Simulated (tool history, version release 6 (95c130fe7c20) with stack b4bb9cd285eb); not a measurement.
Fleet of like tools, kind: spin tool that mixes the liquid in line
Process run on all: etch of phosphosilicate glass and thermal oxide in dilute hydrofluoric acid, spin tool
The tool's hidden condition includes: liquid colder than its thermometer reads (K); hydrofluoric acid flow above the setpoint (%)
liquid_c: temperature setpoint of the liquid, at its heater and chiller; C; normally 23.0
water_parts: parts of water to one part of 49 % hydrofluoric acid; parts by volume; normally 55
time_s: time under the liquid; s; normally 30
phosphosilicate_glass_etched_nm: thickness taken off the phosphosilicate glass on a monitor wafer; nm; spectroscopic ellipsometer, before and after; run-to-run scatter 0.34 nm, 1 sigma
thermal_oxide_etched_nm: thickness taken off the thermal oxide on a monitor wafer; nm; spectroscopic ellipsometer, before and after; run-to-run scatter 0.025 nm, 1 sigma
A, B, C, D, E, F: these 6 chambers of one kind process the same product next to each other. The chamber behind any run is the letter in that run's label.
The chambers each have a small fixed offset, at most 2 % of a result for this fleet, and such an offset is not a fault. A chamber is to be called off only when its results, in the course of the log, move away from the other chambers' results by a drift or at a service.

run,hour,liquid_c,water_parts,time_s,hours since the thermometer was replaced,hours since the hydrofluoric acid flow meter was replaced,"read-back film thickness of the phosphosilicate glass reference wafer, read on the same gauge (nm)","read-back film thickness of the thermal oxide reference wafer, read on the same gauge (nm)",phosphosilicate_glass_etched_nm,thermal_oxide_etched_nm
1B,8.2,23.0,55,30,898.7,1074.6,149.98,60.024,53.619,2.5580
2D,13.8,23.0,55,30,425.6,189.6,150.01,59.985,53.107,2.5859
3A,21.6,23.0,55,30,679.9,1697.0,149.98,59.999,53.408,2.6031
4F,29.6,23.0,55,30,1671.6,584.2,149.96,60.010,54.571,2.6014
5C,40.3,23.0,55,30,303.7,259.3,150.05,59.985,52.996,2.6215
6E,46.4,23.0,55,30,2248.9,1057.4,150.04,60.023,53.298,2.5993
7B,53.7,23.0,55,30,944.2,1120.1,149.94,59.984,53.495,2.5828
8A,64.7,23.0,55,30,723.0,1740.1,150.00,59.985,53.620,2.6273
9C,74.3,23.0,55,30,337.7,293.3,150.01,59.984,52.884,2.6089
# hour 76.2: chamber A: hydrofluoric acid flow meter replaced
10F,82.6,27.0,70,30,1724.6,637.2,150.00,60.000,49.080,2.3569
# hour 85.1: chamber B: hydrofluoric acid flow meter replaced
11E,88.2,27.0,70,30,2290.7,1099.2,149.99,60.000,48.573,2.3870
12D,94.7,27.0,70,30,506.5,270.5,149.97,60.000,48.348,2.3870
13E,101.7,27.0,70,30,2304.2,1112.7,150.00,60.012,48.486,2.4361
14F,107.6,27.0,70,30,1749.6,662.2,149.96,59.985,49.056,2.3943
15C,117.2,27.0,70,30,380.6,336.2,150.01,59.978,47.972,2.3672
# hour 124.9: chamber F: thermometer replaced
16B,127.0,23.0,55,30,1017.5,42.0,149.98,59.976,53.006,2.5987
17D,135.6,23.0,55,30,547.4,311.4,150.04,59.996,52.969,2.5969
18A,145.5,23.0,55,30,803.8,69.4,150.02,60.017,53.819,2.6360
19F,152.4,23.0,55,30,27.6,707.0,150.04,59.960,54.244,2.5949
20C,163.1,23.0,55,30,426.5,382.1,150.02,59.972,52.730,2.6330
21A,171.8,23.0,55,30,830.1,95.7,150.00,60.018,52.750,2.6294
22B,179.8,23.0,55,30,1070.3,94.8,150.00,60.042,53.054,2.5954
23E,190.0,23.0,55,30,2392.5,1201.0,150.01,60.027,53.664,2.6713
24D,198.5,23.0,55,30,610.3,374.3,149.99,60.018,53.397,2.5866
25B,207.7,23.0,30,15,1098.2,122.7,149.99,60.014,51.422,2.4735
26A,219.4,23.0,30,15,877.7,143.3,149.99,59.988,50.919,2.5550
# hour 230.6: chamber E: hydrofluoric acid flow meter replaced
27F,231.6,23.0,30,15,106.8,786.2,150.00,59.991,51.740,2.4997
28E,238.0,23.0,30,15,2440.5,7.4,149.98,60.004,51.292,2.5053
29D,244.9,23.0,30,15,656.7,420.7,150.00,59.981,51.313,2.5002
30C,257.3,23.0,30,15,520.7,476.3,150.06,59.985,50.048,2.4892
# hour 266.0: chamber D: thermometer replaced
31E,270.3,23.0,55,30,2472.8,39.7,149.96,60.009,53.771,2.6235
32D,279.1,23.0,55,30,13.2,454.9,150.00,60.015,53.921,2.6148
33C,286.9,19.5,55,20,550.3,505.9,150.01,60.013,30.450,1.4786
34B,294.0,19.5,55,20,1184.5,209.0,150.04,59.974,31.021,1.5003
35F,302.3,19.5,55,20,177.5,856.9,149.98,59.984,31.266,1.5124
36A,309.3,19.5,55,20,967.6,233.2,150.00,60.011,30.718,1.5107
37F,319.6,19.5,55,20,194.8,874.2,150.03,59.968,31.483,1.4907
38A,325.8,19.5,55,20,984.1,249.7,149.98,60.024,30.476,1.5220
39D,335.7,23.0,55,30,69.8,511.5,150.00,60.032,53.812,2.6350
40B,345.9,23.0,55,30,1236.4,260.9,150.00,60.012,53.613,2.6088
# hour 346.5: chamber C: thermometer replaced
41C,357.9,23.0,55,30,11.5,576.9,150.02,60.019,53.418,2.6313
42E,369.2,23.0,55,30,2571.7,138.6,149.96,60.021,53.829,2.6255
43E,376.9,23.0,55,30,2579.4,146.3,150.00,60.019,53.491,2.6299
44D,387.4,23.0,55,30,121.5,563.2,149.99,60.001,53.342,2.5918

For the next run the whole fleet of 6 chambers uses the same settings. Give each chamber's results:
45A,396.9,23.0,55,30,,,,,?,?
45B,396.9,23.0,55,30,,,,,?,?
45C,396.9,23.0,55,30,,,,,?,?
45D,396.9,23.0,55,30,,,,,?,?
45E,396.9,23.0,55,30,,,,,?,?
45F,396.9,23.0,55,30,,,,,?,?

run,phosphosilicate_glass_etched_nm,thermal_oxide_etched_nm
45A,53.600,2.5681
45B,53.842,2.5972
45C,52.580,2.6261
45D,53.888,2.5992
45E,52.885,2.6438
45F,54.130,2.6596
